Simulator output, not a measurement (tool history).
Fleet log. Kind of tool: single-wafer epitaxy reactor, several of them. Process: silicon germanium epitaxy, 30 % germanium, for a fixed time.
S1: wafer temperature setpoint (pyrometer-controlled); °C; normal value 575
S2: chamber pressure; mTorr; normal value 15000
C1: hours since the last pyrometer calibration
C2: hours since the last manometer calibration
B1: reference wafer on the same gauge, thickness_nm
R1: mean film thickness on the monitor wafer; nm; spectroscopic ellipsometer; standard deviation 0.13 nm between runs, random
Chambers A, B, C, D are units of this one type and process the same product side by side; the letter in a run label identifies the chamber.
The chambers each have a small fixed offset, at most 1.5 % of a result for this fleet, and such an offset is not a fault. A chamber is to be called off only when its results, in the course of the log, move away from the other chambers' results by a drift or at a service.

{"run": "1C", "hour": 7.8, "S1": 575, "S2": 15000, "C1": 1959.0, "C2": 1715.3, "B1": 38.003, "R1": 32.464}
{"run": "2B", "hour": 23.4, "S1": 575, "S2": 15000, "C1": 77.5, "C2": 473.5, "B1": 38.01, "R1": 32.452}
{"run": "3A", "hour": 36.4, "S1": 575, "S2": 15000, "C1": 989.3, "C2": 398.8, "B1": 38.038, "R1": 32.642}
{"run": "4D", "hour": 48.1, "S1": 575, "S2": 15000, "C1": 859.3, "C2": 1044.5, "B1": 37.97, "R1": 32.732}
{"run": "5D", "hour": 63.0, "S1": 575, "S2": 17700, "C1": 874.2, "C2": 1059.4, "B1": 37.994, "R1": 35.15}
{"run": "6B", "hour": 72.4, "S1": 575, "S2": 17700, "C1": 126.5, "C2": 522.5, "B1": 37.998, "R1": 34.627}
{"run": "7A", "hour": 88.0, "S1": 575, "S2": 17700, "C1": 1040.9, "C2": 450.4, "B1": 37.985, "R1": 35.26}
{"run": "8C", "hour": 95.3, "S1": 575, "S2": 17700, "C1": 2046.5, "C2": 1802.8, "B1": 37.994, "R1": 34.838}
{"run": "9D", "hour": 110.0, "S1": 575, "S2": 15000, "C1": 921.2, "C2": 1106.4, "B1": 38.001, "R1": 32.823}
{"run": "10B", "hour": 123.0, "S1": 575, "S2": 15000, "C1": 177.1, "C2": 573.1, "B1": 38.003, "R1": 32.506}
{"run": "11C", "hour": 138.5, "S1": 575, "S2": 15000, "C1": 2089.7, "C2": 1846.0, "B1": 37.966, "R1": 32.582}
{"run": "12A", "hour": 149.4, "S1": 575, "S2": 15000, "C1": 1102.3, "C2": 511.8, "B1": 38.007, "R1": 32.853}
{"run": "13A", "hour": 160.4, "S1": 575, "S2": 15000, "C1": 1113.3, "C2": 522.8, "B1": 37.977, "R1": 32.836}
{"run": "14C", "hour": 175.0, "S1": 575, "S2": 15000, "C1": 2126.2, "C2": 1882.5, "B1": 38.033, "R1": 32.687}
{"run": "15D", "hour": 190.0, "S1": 575, "S2": 15000, "C1": 1001.2, "C2": 1186.4, "B1": 38.009, "R1": 32.621}
{"run": "16B", "hour": 198.3, "S1": 575, "S2": 15000, "C1": 252.4, "C2": 648.4, "B1": 37.967, "R1": 32.276}
{"hour": 212.9, "done": "chamber D: pyrometer calibrated"}
{"run": "17C", "hour": 214.2, "S1": 586, "S2": 15000, "C1": 2165.4, "C2": 1921.7, "B1": 37.977, "R1": 40.402}
{"run": "18B", "hour": 227.9, "S1": 586, "S2": 15000, "C1": 282.0, "C2": 678.0, "B1": 37.975, "R1": 40.006}
{"run": "19D", "hour": 235.4, "S1": 586, "S2": 15000, "C1": 22.6, "C2": 1231.8, "B1": 38.02, "R1": 41.913}
{"run": "20A", "hour": 249.8, "S1": 586, "S2": 15000, "C1": 1202.7, "C2": 612.2, "B1": 37.962, "R1": 40.207}
{"run": "21A", "hour": 265.4, "S1": 575, "S2": 15000, "C1": 1218.3, "C2": 627.8, "B1": 38.036, "R1": 32.793}
{"run": "22C", "hour": 279.1, "S1": 575, "S2": 15000, "C1": 2230.3, "C2": 1986.6, "B1": 37.986, "R1": 32.659}
{"run": "23B", "hour": 293.0, "S1": 575, "S2": 15000, "C1": 347.1, "C2": 743.1, "B1": 37.992, "R1": 32.312}
{"run": "24D", "hour": 303.8, "S1": 575, "S2": 15000, "C1": 91.0, "C2": 1300.2, "B1": 38.03, "R1": 33.885}
{"run": "25A", "hour": 315.2, "S1": 587, "S2": 17200, "C1": 1268.1, "C2": 677.6, "B1": 38.014, "R1": 43.638}
{"run": "26B", "hour": 328.0, "S1": 587, "S2": 17200, "C1": 382.1, "C2": 778.1, "B1": 38.035, "R1": 43.185}
{"run": "27D", "hour": 342.1, "S1": 587, "S2": 17200, "C1": 129.3, "C2": 1338.5, "B1": 38.005, "R1": 44.77}
{"run": "28C", "hour": 356.9, "S1": 587, "S2": 17200, "C1": 2308.1, "C2": 2064.4, "B1": 38.009, "R1": 43.297}
{"run": "29C", "hour": 368.9, "S1": 575, "S2": 15000, "C1": 2320.1, "C2": 2076.4, "B1": 38.026, "R1": 32.663}
{"run": "30D", "hour": 380.8, "S1": 575, "S2": 15000, "C1": 168.0, "C2": 1377.2, "B1": 38.04, "R1": 33.844}
{"run": "31A", "hour": 389.5, "S1": 575, "S2": 15000, "C1": 1342.4, "C2": 751.9, "B1": 37.973, "R1": 32.768}
{"run": "32B", "hour": 400.1, "S1": 575, "S2": 15000, "C1": 454.2, "C2": 850.2, "B1": 38.004, "R1": 32.485}
{"run": "33B", "hour": 411.6, "S1": 575, "S2": 15000, "C1": 465.7, "C2": 861.7, "B1": 38.015, "R1": 32.192}
{"run": "34D", "hour": 422.0, "S1": 575, "S2": 15000, "C1": 209.2, "C2": 1418.4, "B1": 37.98, "R1": 33.931}
{"run": "35A", "hour": 432.6, "S1": 575, "S2": 15000, "C1": 1385.5, "C2": 795.0, "B1": 37.993, "R1": 32.815}
{"run": "36C", "hour": 442.4, "S1": 575, "S2": 15000, "C1": 2393.6, "C2": 2149.9, "B1": 38.026, "R1": 32.322}
{"run": "37C", "hour": 450.9, "S1": 575, "S2": 15000, "C1": 2402.1, "C2": 2158.4, "B1": 37.964, "R1": 32.448}
{"run": "38B", "hour": 462.0, "S1": 575, "S2": 15000, "C1": 516.1, "C2": 912.1, "B1": 37.993, "R1": 32.563}
{"run": "39D", "hour": 470.7, "S1": 575, "S2": 15000, "C1": 257.9, "C2": 1467.1, "B1": 38.016, "R1": 33.715}
{"run": "40A", "hour": 485.5, "S1": 587, "S2": 16800, "C1": 1438.4, "C2": 847.9, "B1": 38.003, "R1": 43.53}

All 4 chambers run these settings next. Forecast each chamber's results:
{"run": "41A", "hour": 497.4, "S1": 583, "S2": 15000, "R1": "?"}
{"run": "41B", "hour": 497.4, "S1": 583, "S2": 15000, "R1": "?"}
{"run": "41C", "hour": 497.4, "S1": 583, "S2": 15000, "R1": "?"}
{"run": "41D", "hour": 497.4, "S1": 583, "S2": 15000, "R1": "?"}

run=41A R1=38.291
run=41B R1=38.159
run=41C R1=37.689
run=41D R1=39.255

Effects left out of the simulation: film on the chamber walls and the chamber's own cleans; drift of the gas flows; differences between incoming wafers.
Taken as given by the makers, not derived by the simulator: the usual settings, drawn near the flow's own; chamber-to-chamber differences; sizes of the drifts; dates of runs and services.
